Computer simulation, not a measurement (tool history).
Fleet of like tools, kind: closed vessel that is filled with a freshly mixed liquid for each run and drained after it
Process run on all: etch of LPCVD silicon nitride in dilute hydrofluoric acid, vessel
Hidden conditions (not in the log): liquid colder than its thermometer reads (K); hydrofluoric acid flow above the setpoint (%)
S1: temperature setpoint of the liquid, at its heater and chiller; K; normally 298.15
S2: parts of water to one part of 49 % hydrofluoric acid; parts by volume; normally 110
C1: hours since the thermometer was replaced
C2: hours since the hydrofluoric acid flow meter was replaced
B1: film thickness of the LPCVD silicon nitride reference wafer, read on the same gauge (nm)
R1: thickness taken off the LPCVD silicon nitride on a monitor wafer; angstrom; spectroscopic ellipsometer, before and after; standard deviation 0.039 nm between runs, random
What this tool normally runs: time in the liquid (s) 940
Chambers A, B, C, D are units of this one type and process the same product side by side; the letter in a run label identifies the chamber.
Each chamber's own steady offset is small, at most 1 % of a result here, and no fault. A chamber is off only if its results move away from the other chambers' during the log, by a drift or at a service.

run 1C hour=5.9 | S1=298.15 S2=110 time_in_the_liquid_(s)=940 | C1=223.0 C2=63.1 | B1=140.01 | R1=43.576
run 2D hour=12.9 | S1=298.15 S2=110 time_in_the_liquid_(s)=940 | C1=741.1 C2=542.7 | B1=140.01 | R1=43.955
run 3B hour=19.5 | S1=298.15 S2=110 time_in_the_liquid_(s)=940 | C1=371.9 C2=1026.9 | B1=140.00 | R1=43.115
run 4A hour=23.5 | S1=298.15 S2=110 time_in_the_liquid_(s)=940 | C1=1418.8 C2=1723.7 | B1=140.01 | R1=42.421
run 5B hour=31.3 | S1=298.15 S2=140 time_in_the_liquid_(s)=460 | C1=383.7 C2=1038.7 | B1=140.00 | R1=16.695
run 6A hour=38.0 | S1=298.15 S2=140 time_in_the_liquid_(s)=460 | C1=1433.3 C2=1738.2 | B1=139.99 | R1=16.732
run 7D hour=43.1 | S1=298.15 S2=140 time_in_the_liquid_(s)=460 | C1=771.3 C2=572.9 | B1=140.01 | R1=17.034
run 8C hour=48.6 | S1=298.15 S2=140 time_in_the_liquid_(s)=460 | C1=265.7 C2=105.8 | B1=140.00 | R1=16.405
run 9B hour=53.5 | S1=298.15 S2=110 time_in_the_liquid_(s)=940 | C1=405.9 C2=1060.9 | B1=140.01 | R1=43.336
run 10A hour=57.9 | S1=298.15 S2=110 time_in_the_liquid_(s)=940 | C1=1453.2 C2=1758.1 | B1=140.01 | R1=43.383
run 11C hour=62.7 | S1=298.15 S2=110 time_in_the_liquid_(s)=940 | C1=279.8 C2=119.9 | B1=139.99 | R1=43.112
-- hour=65.3 chamber B: hydrofluoric acid flow meter replaced
run 12D hour=69.8 | S1=298.15 S2=110 time_in_the_liquid_(s)=940 | C1=798.0 C2=599.6 | B1=140.03 | R1=44.924
run 13B hour=73.5 | S1=298.15 S2=110 time_in_the_liquid_(s)=940 | C1=425.9 C2=8.3 | B1=139.97 | R1=42.722
run 14A hour=76.9 | S1=298.15 S2=110 time_in_the_liquid_(s)=940 | C1=1472.2 C2=1777.1 | B1=140.00 | R1=43.614
run 15D hour=82.6 | S1=298.15 S2=110 time_in_the_liquid_(s)=940 | C1=810.8 C2=612.4 | B1=140.01 | R1=45.802
run 16C hour=87.2 | S1=298.15 S2=110 time_in_the_liquid_(s)=940 | C1=304.3 C2=144.4 | B1=140.01 | R1=43.307
run 17B hour=94.3 | S1=298.15 S2=110 time_in_the_liquid_(s)=940 | C1=446.7 C2=29.1 | B1=139.99 | R1=43.270
run 18A hour=97.9 | S1=298.15 S2=110 time_in_the_liquid_(s)=940 | C1=1493.2 C2=1798.1 | B1=140.01 | R1=42.956
run 19D hour=103.6 | S1=298.15 S2=110 time_in_the_liquid_(s)=940 | C1=831.8 C2=633.4 | B1=140.00 | R1=46.090
run 20C hour=110.0 | S1=298.15 S2=110 time_in_the_liquid_(s)=940 | C1=327.1 C2=167.2 | B1=140.00 | R1=43.501
run 21A hour=116.2 | S1=298.15 S2=110 time_in_the_liquid_(s)=940 | C1=1511.5 C2=1816.4 | B1=140.00 | R1=43.071
run 22D hour=121.1 | S1=298.15 S2=110 time_in_the_liquid_(s)=940 | C1=849.3 C2=650.9 | B1=140.02 | R1=45.850
run 23C hour=127.3 | S1=298.15 S2=110 time_in_the_liquid_(s)=940 | C1=344.4 C2=184.5 | B1=139.99 | R1=43.682
run 24B hour=133.3 | S1=298.15 S2=110 time_in_the_liquid_(s)=940 | C1=485.7 C2=68.1 | B1=140.00 | R1=43.196
run 25D hour=138.6 | S1=298.15 S2=110 time_in_the_liquid_(s)=940 | C1=866.8 C2=668.4 | B1=139.99 | R1=45.756
run 26B hour=144.6 | S1=298.15 S2=110 time_in_the_liquid_(s)=940 | C1=497.0 C2=79.4 | B1=140.02 | R1=43.181
run 27C hour=151.1 | S1=298.15 S2=110 time_in_the_liquid_(s)=940 | C1=368.2 C2=208.3 | B1=140.00 | R1=44.033
run 28A hour=158.0 | S1=298.15 S2=110 time_in_the_liquid_(s)=940 | C1=1553.3 C2=1858.2 | B1=140.00 | R1=43.703
run 29A hour=163.9 | S1=298.15 S2=110 time_in_the_liquid_(s)=940 | C1=1559.2 C2=1864.1 | B1=140.00 | R1=43.494
run 30B hour=168.0 | S1=298.15 S2=110 time_in_the_liquid_(s)=940 | C1=520.4 C2=102.8 | B1=139.99 | R1=43.298
run 31D hour=173.0 | S1=298.15 S2=110 time_in_the_liquid_(s)=940 | C1=901.2 C2=702.8 | B1=139.99 | R1=46.500
-- hour=177.1 chamber A: hydrofluoric acid flow meter replaced
run 32C hour=180.3 | S1=298.15 S2=110 time_in_the_liquid_(s)=940 | C1=397.4 C2=237.5 | B1=139.99 | R1=43.734
run 33D hour=187.4 | S1=298.15 S2=110 time_in_the_liquid_(s)=940 | C1=915.6 C2=717.2 | B1=139.99 | R1=47.482
run 34B hour=194.2 | S1=298.15 S2=110 time_in_the_liquid_(s)=940 | C1=546.6 C2=129.0 | B1=139.99 | R1=43.367
run 35C hour=201.6 | S1=298.15 S2=110 time_in_the_liquid_(s)=940 | C1=418.7 C2=258.8 | B1=139.99 | R1=43.133
run 36A hour=208.9 | S1=298.15 S2=110 time_in_the_liquid_(s)=940 | C1=1604.2 C2=31.8 | B1=139.98 | R1=43.611
run 37C hour=215.7 | S1=298.15 S2=110 time_in_the_liquid_(s)=940 | C1=432.8 C2=272.9 | B1=140.01 | R1=43.663
-- hour=217.4 chamber A: thermometer replaced
run 38B hour=221.9 | S1=298.15 S2=110 time_in_the_liquid_(s)=940 | C1=574.3 C2=156.7 | B1=140.01 | R1=43.053
run 39A hour=227.5 | S1=298.15 S2=110 time_in_the_liquid_(s)=940 | C1=10.2 C2=50.4 | B1=140.00 | R1=42.912
run 40D hour=234.4 | S1=298.15 S2=110 time_in_the_liquid_(s)=940 | C1=962.6 C2=764.2 | B1=140.01 | R1=48.318
run 41C hour=239.7 | S1=298.15 S2=110 time_in_the_liquid_(s)=940 | C1=456.8 C2=296.9 | B1=139.99 | R1=43.739
run 42D hour=244.6 | S1=298.15 S2=110 time_in_the_liquid_(s)=940 | C1=972.8 C2=774.4 | B1=139.98 | R1=48.972

Is one chamber off against the others, does the gauge drift, or is nothing wrong? If a chamber is off, say which, and what the likeliest cause is.

Chamber D drifts away from the others.
Cause: hydrofluoric acid flow above the setpoint (%) = 12.
The log may not separate it from: liquid hotter than its thermometer reads (K).

Here are 4 candidates for chamber D's next run, each the usual settings with a change, their results left as question marks. Which one brings its results back in line with what the others give on the usual settings?
In line means no further than this from the other chambers' mean on the usual settings: R1 1.400 angstrom
run 43D-1 hour=250.3 | S1=298.15 S2=135 time_in_the_liquid_(s)=940 | R1=?
run 43D-2 hour=250.3 | S1=298.65 S2=110 time_in_the_liquid_(s)=1025 | R1=?
run 43D-3 hour=250.3 | S1=299.15 S2=95 time_in_the_liquid_(s)=940 | R1=?
run 43D-4 hour=250.3 | S1=296.15 S2=110 time_in_the_liquid_(s)=940 | R1=?

Average result of the remaining chambers running the usual settings: R1 43.411 angstrom
run=43D-1 R1=40.267
run=43D-2 R1=55.424
run=43D-3 R1=60.558
run=43D-4 R1=43.197
It is 43D-4 that realigns the chamber with its peers.
